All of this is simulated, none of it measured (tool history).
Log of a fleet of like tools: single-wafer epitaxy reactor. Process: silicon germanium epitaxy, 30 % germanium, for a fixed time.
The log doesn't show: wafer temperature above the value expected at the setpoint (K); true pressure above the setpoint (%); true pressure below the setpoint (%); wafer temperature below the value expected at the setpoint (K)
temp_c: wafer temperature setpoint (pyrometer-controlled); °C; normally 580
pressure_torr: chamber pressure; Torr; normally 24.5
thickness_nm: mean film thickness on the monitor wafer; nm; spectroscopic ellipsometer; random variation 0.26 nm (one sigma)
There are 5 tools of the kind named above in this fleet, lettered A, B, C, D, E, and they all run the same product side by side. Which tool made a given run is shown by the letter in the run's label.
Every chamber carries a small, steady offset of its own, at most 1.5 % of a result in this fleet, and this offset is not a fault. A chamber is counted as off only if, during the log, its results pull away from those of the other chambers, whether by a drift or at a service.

| run | hour | temp_c | pressure_torr | hours since the last pyrometer calibration | hours since the last manometer calibration | read-back reference wafer on the same gauge, thickness_nm | thickness_nm |
|---|---|---|---|---|---|---|---|
| 1C | 7.2 | 580 | 24.5 | 1283.2 | 838.0 | 46.938 | 43.961 |
| 2A | 19.1 | 580 | 24.5 | 935.1 | 24.6 | 46.919 | 44.138 |
| 3D | 27.3 | 580 | 24.5 | 1672.7 | 731.2 | 46.929 | 43.699 |
| 4B | 37.7 | 580 | 24.5 | 1686.2 | 363.0 | 46.949 | 43.533 |
| 5E | 51.7 | 580 | 24.5 | 174.3 | 479.4 | 46.900 | 44.475 |
| 6A | 65.9 | 580 | 24.5 | 981.9 | 71.4 | 46.988 | 44.568 |
| 7E | 75.9 | 580 | 24.5 | 198.5 | 503.6 | 46.875 | 44.452 |
| 8D | 89.1 | 580 | 24.5 | 1734.5 | 793.0 | 46.836 | 44.033 |
| 9C | 98.8 | 580 | 24.5 | 1374.8 | 929.6 | 46.935 | 44.024 |
| 10B | 109.2 | 580 | 26.9 | 1757.7 | 434.5 | 46.898 | 44.549 |
| 11E | 118.2 | 580 | 26.9 | 240.8 | 545.9 | 46.860 | 46.309 |
| 12A | 129.0 | 580 | 26.9 | 1045.0 | 134.5 | 46.900 | 46.202 |
|  | 131.6 | chamber A: pyrometer calibrated |
|  | 133.5 | chamber C: pyrometer calibrated |
|  | 134.4 | chamber D: pyrometer calibrated |
| 13C | 139.5 | 580 | 26.9 | 6.0 | 970.3 | 46.886 | 46.024 |
| 14D | 154.2 | 580 | 26.9 | 19.8 | 858.1 | 46.777 | 47.531 |
| 15B | 162.7 | 580 | 24.5 | 1811.2 | 488.0 | 46.892 | 43.072 |
| 16C | 169.9 | 580 | 24.5 | 36.4 | 1000.7 | 46.879 | 43.999 |
| 17A | 178.8 | 580 | 24.5 | 47.3 | 184.3 | 46.883 | 43.931 |
|  | 179.8 | chamber B: pyrometer calibrated |
| 18D | 187.0 | 580 | 24.5 | 52.6 | 890.9 | 46.878 | 45.968 |
| 19E | 202.0 | 580 | 24.5 | 324.6 | 629.7 | 46.967 | 44.366 |
| 20B | 213.0 | 580 | 24.5 | 33.2 | 538.3 | 46.848 | 43.368 |
| 21A | 222.8 | 580 | 24.5 | 91.3 | 228.3 | 46.867 | 44.261 |
| 22B | 233.2 | 580 | 24.5 | 53.4 | 558.5 | 46.855 | 43.448 |
| 23E | 247.9 | 580 | 24.5 | 370.5 | 675.6 | 46.936 | 44.942 |
| 24D | 259.4 | 580 | 24.5 | 125.0 | 963.3 | 46.944 | 45.964 |
| 25C | 270.2 | 580 | 24.5 | 136.7 | 1101.0 | 46.877 | 44.247 |
| 26A | 284.8 | 580 | 24.5 | 153.3 | 290.3 | 46.962 | 44.135 |
| 27D | 299.0 | 580 | 24.5 | 164.6 | 1002.9 | 46.988 | 46.194 |
| 28C | 310.3 | 580 | 24.5 | 176.8 | 1141.1 | 46.903 | 43.990 |
| 29E | 324.2 | 580 | 24.5 | 446.8 | 751.9 | 46.906 | 44.774 |
| 30B | 334.9 | 580 | 24.5 | 155.1 | 660.2 | 46.933 | 43.059 |
| 31D | 346.4 | 580 | 24.5 | 212.0 | 1050.3 | 46.912 | 46.285 |
| 32C | 359.4 | 580 | 24.5 | 225.9 | 1190.2 | 46.984 | 44.159 |
| 33E | 368.4 | 580 | 24.5 | 491.0 | 796.1 | 46.980 | 44.639 |
| 34A | 375.3 | 580 | 24.5 | 243.8 | 380.8 | 46.971 | 44.328 |
| 35B | 388.8 | 586 | 21.2 | 209.0 | 714.1 | 46.905 | 46.012 |
| 36A | 398.5 | 586 | 21.2 | 267.0 | 404.0 | 46.946 | 47.140 |
| 37E | 413.5 | 586 | 21.2 | 536.1 | 841.2 | 46.900 | 47.495 |
| 38C | 424.4 | 586 | 21.2 | 290.9 | 1255.2 | 46.867 | 46.423 |

For the next run the whole fleet of 5 chambers uses the same settings. Give each chamber's results:
| 39A | 435.5 | 580 | 24.5 |  |  |  | ? |
| 39B | 435.5 | 580 | 24.5 |  |  |  | ? |
| 39C | 435.5 | 580 | 24.5 |  |  |  | ? |
| 39D | 435.5 | 580 | 24.5 |  |  |  | ? |
| 39E | 435.5 | 580 | 24.5 |  |  |  | ? |

| run | thickness_nm |
|---|---|
| 39A | 44.243 |
| 39B | 43.733 |
| 39C | 43.490 |
| 39D | 45.923 |
| 39E | 44.840 |
